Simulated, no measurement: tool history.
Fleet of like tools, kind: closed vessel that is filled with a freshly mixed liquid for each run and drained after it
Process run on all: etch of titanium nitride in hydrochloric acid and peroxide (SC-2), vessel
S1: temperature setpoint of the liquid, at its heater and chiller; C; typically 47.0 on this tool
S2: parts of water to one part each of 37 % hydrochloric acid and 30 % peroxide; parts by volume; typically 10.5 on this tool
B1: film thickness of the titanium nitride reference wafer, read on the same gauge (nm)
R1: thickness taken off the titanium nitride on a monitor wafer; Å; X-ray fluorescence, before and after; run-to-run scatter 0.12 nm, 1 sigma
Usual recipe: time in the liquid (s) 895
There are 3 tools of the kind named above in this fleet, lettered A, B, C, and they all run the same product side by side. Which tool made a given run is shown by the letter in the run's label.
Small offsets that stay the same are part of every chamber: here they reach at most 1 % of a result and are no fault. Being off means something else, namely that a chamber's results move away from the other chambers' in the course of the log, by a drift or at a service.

run 1C hour=6.1 | S1=47.0 S2=10.5 time_in_the_liquid_(s)=895 | B1=140.02 | R1=213.92
run 2A hour=10.9 | S1=47.0 S2=10.5 time_in_the_liquid_(s)=895 | B1=139.99 | R1=216.22
-- hour=13.0 chamber A: new drum of peroxide connected
-- hour=13.3 chamber C: new drum of peroxide connected
run 3B hour=14.2 | S1=47.0 S2=10.5 time_in_the_liquid_(s)=895 | B1=140.00 | R1=213.36
run 4C hour=18.9 | S1=47.0 S2=10.5 time_in_the_liquid_(s)=895 | B1=139.98 | R1=213.29
run 5B hour=25.2 | S1=47.0 S2=10.5 time_in_the_liquid_(s)=895 | B1=140.00 | R1=212.57
run 6A hour=31.1 | S1=47.0 S2=10.5 time_in_the_liquid_(s)=895 | B1=139.99 | R1=217.72
run 7B hour=37.8 | S1=47.0 S2=14.5 time_in_the_liquid_(s)=895 | B1=139.99 | R1=159.55
run 8C hour=41.1 | S1=47.0 S2=14.5 time_in_the_liquid_(s)=895 | B1=140.01 | R1=161.84
run 9A hour=45.0 | S1=47.0 S2=14.5 time_in_the_liquid_(s)=895 | B1=139.99 | R1=163.82
run 10B hour=51.0 | S1=47.0 S2=10.5 time_in_the_liquid_(s)=895 | B1=139.99 | R1=212.27
run 11A hour=56.6 | S1=47.0 S2=10.5 time_in_the_liquid_(s)=895 | B1=139.98 | R1=214.60
run 12C hour=62.6 | S1=47.0 S2=10.5 time_in_the_liquid_(s)=895 | B1=140.03 | R1=215.52
-- hour=65.0 chamber C: chemicals flow meter replaced
run 13B hour=66.4 | S1=47.0 S2=10.5 time_in_the_liquid_(s)=895 | B1=140.00 | R1=214.11
run 14C hour=71.8 | S1=47.0 S2=10.5 time_in_the_liquid_(s)=895 | B1=140.00 | R1=213.74
run 15A hour=76.1 | S1=47.0 S2=12.0 time_in_the_liquid_(s)=510 | B1=140.01 | R1=111.20
run 16A hour=80.4 | S1=47.0 S2=12.0 time_in_the_liquid_(s)=510 | B1=140.01 | R1=111.20
run 17C hour=85.4 | S1=47.0 S2=12.0 time_in_the_liquid_(s)=510 | B1=139.98 | R1=109.78
run 18B hour=90.2 | S1=47.0 S2=10.5 time_in_the_liquid_(s)=895 | B1=139.99 | R1=211.10
run 19B hour=95.3 | S1=47.0 S2=10.5 time_in_the_liquid_(s)=895 | B1=140.00 | R1=210.79
-- hour=96.1 chamber C: thermometer replaced
run 20A hour=101.4 | S1=47.0 S2=10.5 time_in_the_liquid_(s)=895 | B1=140.00 | R1=215.75
run 21C hour=108.0 | S1=47.0 S2=10.5 time_in_the_liquid_(s)=895 | B1=140.00 | R1=213.19
run 22B hour=111.3 | S1=47.0 S2=10.5 time_in_the_liquid_(s)=895 | B1=139.98 | R1=212.22
run 23C hour=114.2 | S1=47.0 S2=10.5 time_in_the_liquid_(s)=895 | B1=140.02 | R1=214.76
run 24A hour=118.7 | S1=47.0 S2=10.5 time_in_the_liquid_(s)=895 | B1=139.98 | R1=217.59
run 25B hour=124.8 | S1=47.0 S2=10.5 time_in_the_liquid_(s)=895 | B1=139.99 | R1=210.58

Has any chamber moved away from the others, gradually or after a service, or does the common gauge drift, or do the chambers differ only by their own small steady offsets? State the chamber and the most likely cause if one applies.

Neither any chamber nor the gauge drifts; the chambers differ only by their own small, steady offsets.
